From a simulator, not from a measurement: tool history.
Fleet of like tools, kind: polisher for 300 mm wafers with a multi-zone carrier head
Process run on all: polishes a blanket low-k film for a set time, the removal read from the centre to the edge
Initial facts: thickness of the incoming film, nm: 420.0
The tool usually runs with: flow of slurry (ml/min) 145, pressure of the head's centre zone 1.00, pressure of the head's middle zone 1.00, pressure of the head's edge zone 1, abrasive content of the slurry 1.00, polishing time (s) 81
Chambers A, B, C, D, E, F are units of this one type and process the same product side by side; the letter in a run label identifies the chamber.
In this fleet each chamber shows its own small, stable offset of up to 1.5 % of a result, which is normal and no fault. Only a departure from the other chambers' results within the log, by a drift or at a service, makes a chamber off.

run	hour	flow of slurry (ml/min)	pressure of the head's centre zone	pressure of the head's middle zone	pressure of the head's edge zone	abrasive content of the slurry	polishing time (s)	film removed at the wafer's centre (nm)	film removed at mid-radius (nm)	film removed at the wafer's edge (nm)
# hour 4.7: chamber B: worn pad replaced by a new one
1B	8.9	145	1.00	1.00	1	1.00	81	31.543	31.550	31.683
2A	20.4	145	1.00	1.00	1	1.00	81	30.888	31.436	31.328
# hour 25.3: chamber C: worn pad replaced by a new one
3D	34.4	145	1.00	1.00	1	1.00	81	31.190	31.290	31.159
4C	44.9	145	1.00	1.00	1	1.00	81	31.532	31.336	31.234
5E	55.3	145	1.00	1.00	1	1.00	81	31.949	31.143	30.801
# hour 59.5: chamber A: centre zone pressure recalibrated
# hour 62.3: chamber E: slurry nozzle cleaned
# hour 65.2: chamber E: worn pad replaced by a new one
6F	67.9	115	1.00	1.00	1	1.00	81	29.580	29.824	30.098
7E	77.3	115	1.00	1.00	1	1.00	81	29.558	29.280	30.245
# hour 83.1: chamber F: worn pad replaced by a new one
8D	85.0	115	1.00	1.00	1	1.00	81	30.063	29.447	29.848
9F	98.0	115	1.00	1.00	1	1.00	81	29.737	29.735	30.365
# hour 104.6: chamber D: worn pad replaced by a new one
10A	108.8	115	1.00	1.00	1	1.00	81	29.115	29.553	29.916
11C	116.8	115	1.00	1.00	1	1.00	81	29.360	29.781	30.263
# hour 118.1: chamber A: worn pad replaced by a new one
12B	127.3	145	1.00	1.00	1	1.00	81	31.988	31.282	31.612
# hour 134.5: chamber C: worn pad replaced by a new one
13B	141.5	145	0.90	0.91	1	1.00	81	28.539	29.144	31.611
# hour 143.9: chamber E: edge zone pressure recalibrated
# hour 147.1: chamber E: worn pad replaced by a new one
14C	149.2	145	0.90	0.91	1	1.00	81	27.999	28.510	30.937
15E	157.8	145	0.90	0.91	1	1.00	81	28.331	28.615	31.727
# hour 161.3: chamber B: centre zone pressure recalibrated
# hour 167.1: chamber D: edge zone pressure recalibrated
16D	171.6	145	0.90	0.91	1	1.00	81	28.208	28.321	30.991
17F	180.4	145	0.90	0.91	1	1.00	81	28.205	28.980	31.841
# hour 187.0: chamber D: slurry nozzle cleaned
18A	194.4	145	0.90	0.91	1	1.00	81	26.279	28.103	30.898
# hour 201.3: chamber B: worn pad replaced by a new one
19F	208.8	145	1.00	1.00	1	1.00	81	31.226	31.569	31.350
20A	217.0	145	1.00	1.00	1	1.15	81	31.891	32.254	32.678
21C	223.5	145	1.00	1.00	1	1.15	81	33.399	33.131	33.120
# hour 229.5: chamber A: worn pad replaced by a new one
22D	237.3	145	1.00	1.00	1	1.15	81	33.293	33.129	32.691
# hour 238.2: chamber E: worn pad replaced by a new one
# hour 247.8: chamber F: worn pad replaced by a new one
23E	251.0	145	1.00	1.00	1	1.15	81	34.002	32.857	33.039
# hour 255.6: chamber D: worn pad replaced by a new one
24B	258.4	145	1.00	1.00	1	1.15	81	33.650	33.353	33.564
# hour 258.6: chamber D: centre zone pressure recalibrated
# hour 263.4: chamber C: worn pad replaced by a new one
25A	265.0	145	1.00	1.00	1	1.15	81	31.625	31.898	32.214
26C	276.7	145	1.00	1.00	1	1.00	81	31.626	31.281	31.171
# hour 279.5: chamber C: edge zone pressure recalibrated
27E	283.6	145	1.00	1.00	1	1.00	81	31.571	30.489	31.572
28F	295.6	145	1.00	1.00	1	1.00	81	31.480	31.397	31.556
29D	302.3	145	1.00	1.00	1	1.00	81	31.687	31.643	30.994
30B	312.5	145	1.11	1.00	1	1.00	81	35.143	31.581	31.500
31C	323.6	145	1.11	1.00	1	1.00	81	35.440	31.578	31.131
# hour 330.0: chamber E: worn pad replaced by a new one
# hour 330.6: chamber A: worn pad replaced by a new one
32F	332.6	145	1.11	1.00	1	1.00	81	35.520	31.021	31.403
33B	344.8	145	1.11	1.00	1	1.00	81	35.400	31.302	31.719
34E	352.1	145	1.11	1.00	1	1.00	81	35.346	31.067	31.503
35A	364.5	145	1.11	1.00	1	1.00	81	32.070	28.873	30.014
36D	378.5	145	1.00	1.00	1	1.00	81	31.480	31.471	31.105

Is one chamber out of step, is the gauge drifting, or do the chambers differ by no more than their own small offsets? For an off chamber, give its letter and the likeliest cause.

One chamber, A, drifts off from the rest bit by bit.
What lies behind it: slurry flow missing at the pad, % = 30.6.

Chamber A could run next with any of the 4 candidate recipes listed below; each alters the usual settings, and their results appear as question marks. Which one brings its results back in line with what the other chambers deliver on the usual settings?
Allowed miss from the other chambers' usual-settings mean, per result, to count as in line: film removed at the wafer's centre (nm) 0.880; film removed at mid-radius (nm) 0.700; film removed at the wafer's edge (nm) 0.710
37A-1	389.2	150	1.03	1.01	0.98	1.00	86	?	?	?
37A-2	389.2	140	0.97	0.99	1.02	1.00	76	?	?	?
37A-3	389.2	145	0.99	1.00	1.00	1.00	79	?	?	?
37A-4	389.2	145	1.01	1.00	1.00	1.00	83	?	?	?

The mean the other chambers reach with the usual settings: film removed at the wafer's centre (nm) 31.574; film removed at mid-radius (nm) 31.235; film removed at the wafer's edge (nm) 31.268
run	film removed at the wafer's centre (nm)	film removed at mid-radius (nm)	film removed at the wafer's edge (nm)
37A-1	31.216	31.154	31.222
37A-2	25.255	26.541	27.827
37A-3	27.159	28.110	28.811
37A-4	29.172	29.530	30.269
37A-1 is the one that brings the chamber's results back in line with the other chambers.

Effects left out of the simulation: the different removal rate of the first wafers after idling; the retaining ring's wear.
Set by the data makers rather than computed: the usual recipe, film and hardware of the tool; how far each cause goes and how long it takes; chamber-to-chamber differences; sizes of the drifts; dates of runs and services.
